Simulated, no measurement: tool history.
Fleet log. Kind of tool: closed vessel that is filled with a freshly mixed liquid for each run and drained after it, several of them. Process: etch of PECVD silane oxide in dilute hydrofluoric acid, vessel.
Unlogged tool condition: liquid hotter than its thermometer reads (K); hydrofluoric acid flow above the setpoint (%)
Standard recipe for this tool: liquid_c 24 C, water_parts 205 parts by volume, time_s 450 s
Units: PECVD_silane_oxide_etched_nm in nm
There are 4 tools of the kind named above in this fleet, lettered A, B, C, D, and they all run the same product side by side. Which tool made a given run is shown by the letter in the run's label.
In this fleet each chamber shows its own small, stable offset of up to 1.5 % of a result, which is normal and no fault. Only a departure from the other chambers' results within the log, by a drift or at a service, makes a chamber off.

run     day  liquid_c  water_parts  time_s  hours since the thermometer was replaced  hours since the hydrofluoric acid flow meter was replaced  read-back film thickness of the PECVD silane oxide reference wafer, read on the same gauge (nm)  PECVD_silane_oxide_etched_nm
 1A   0.667        24          205     450                                    1583.7                                                      875.1                                                                                           80.003                        29.467
 2C   0.983        24          205     450                                     525.2                                                       47.6                                                                                           79.985                        29.017
 3B   1.596        24          205     450                                      46.4                                                     1228.8                                                                                            79.99                        29.234
 4D   2.138        24          205     450                                     523.6                                                      469.4                                                                                           80.012                        29.212
 5D   2.712        24          205     450                                     537.4                                                      483.2                                                                                           80.014                         29.34
 6A    3.25        24          205     450                                    1645.7                                                      937.1                                                                                           80.008                        29.274
 7B   3.662        24          205     450                                        96                                                     1278.4                                                                                           80.036                        29.452
 8C   3.996        24          205     450                                     597.5                                                      119.9                                                                                           80.009                         29.19
 9C   4.462        24          205     450                                     608.7                                                      131.1                                                                                           79.969                         28.89
10B   4.904        24          205     450                                     125.8                                                     1308.2                                                                                           79.996                         29.42
11D   5.554        24          205     450                                     605.6                                                      551.4                                                                                           80.001                        29.542
12A   6.121        24          205     450                                    1714.6                                                       1006                                                                                           79.984                        29.471
13D    6.65        24          205     450                                     631.9                                                      577.7                                                                                           79.985                        29.513
14A   6.967        24          205     450                                    1734.9                                                     1026.3                                                                                           79.986                        29.335
15B   7.283        24          205     450                                     182.9                                                     1365.3                                                                                           79.999                        29.789
16C   7.662        24          205     450                                     685.5                                                      207.9                                                                                           79.972                        28.838
17D   8.329        24          205     450                                     672.2                                                        618                                                                                           80.028                        29.264
18C   8.671        24          205     450                                     709.7                                                      232.1                                                                                           79.987                        29.079
19B   9.229        24          205     450                                     229.6                                                       1412                                                                                           80.001                        29.898
20A   9.854        24          205     450                                    1804.2                                                     1095.6                                                                                            79.99                         29.75
21B    10.3        24          205     450                                     255.3                                                     1437.7                                                                                           79.979                        30.102
22A  10.871      20.5          205     450                                    1828.6                                                       1120                                                                                           79.999                        25.638
23C  11.292      20.5          205     450                                     772.6                                                        295                                                                                           79.992                        25.476
24D  11.842      20.5          205     450                                     756.5                                                      702.3                                                                                           80.037                        25.709
25A  12.408      20.5          205     450                                    1865.5                                                     1156.9                                                                                           79.986                        25.962
26B  13.079        24          205     450                                       322                                                     1504.4                                                                                           80.022                        30.802
27D  13.696        24          205     450                                       801                                                      746.8                                                                                           79.989                        29.719

Next, all 4 chambers run the settings below, one line each with question marks for the results. What does each chamber give?
28A  14.183        24          205     450                                                                                                                                                                                                                                   ?
28B  14.183        24          205     450                                                                                                                                                                                                                                   ?
28C  14.183        24          205     450                                                                                                                                                                                                                                   ?
28D  14.183        24          205     450                                                                                                                                                                                                                                   ?

run  PECVD_silane_oxide_etched_nm
28A                        29.274
28B                        30.711
28C                        29.078
28D                        29.333

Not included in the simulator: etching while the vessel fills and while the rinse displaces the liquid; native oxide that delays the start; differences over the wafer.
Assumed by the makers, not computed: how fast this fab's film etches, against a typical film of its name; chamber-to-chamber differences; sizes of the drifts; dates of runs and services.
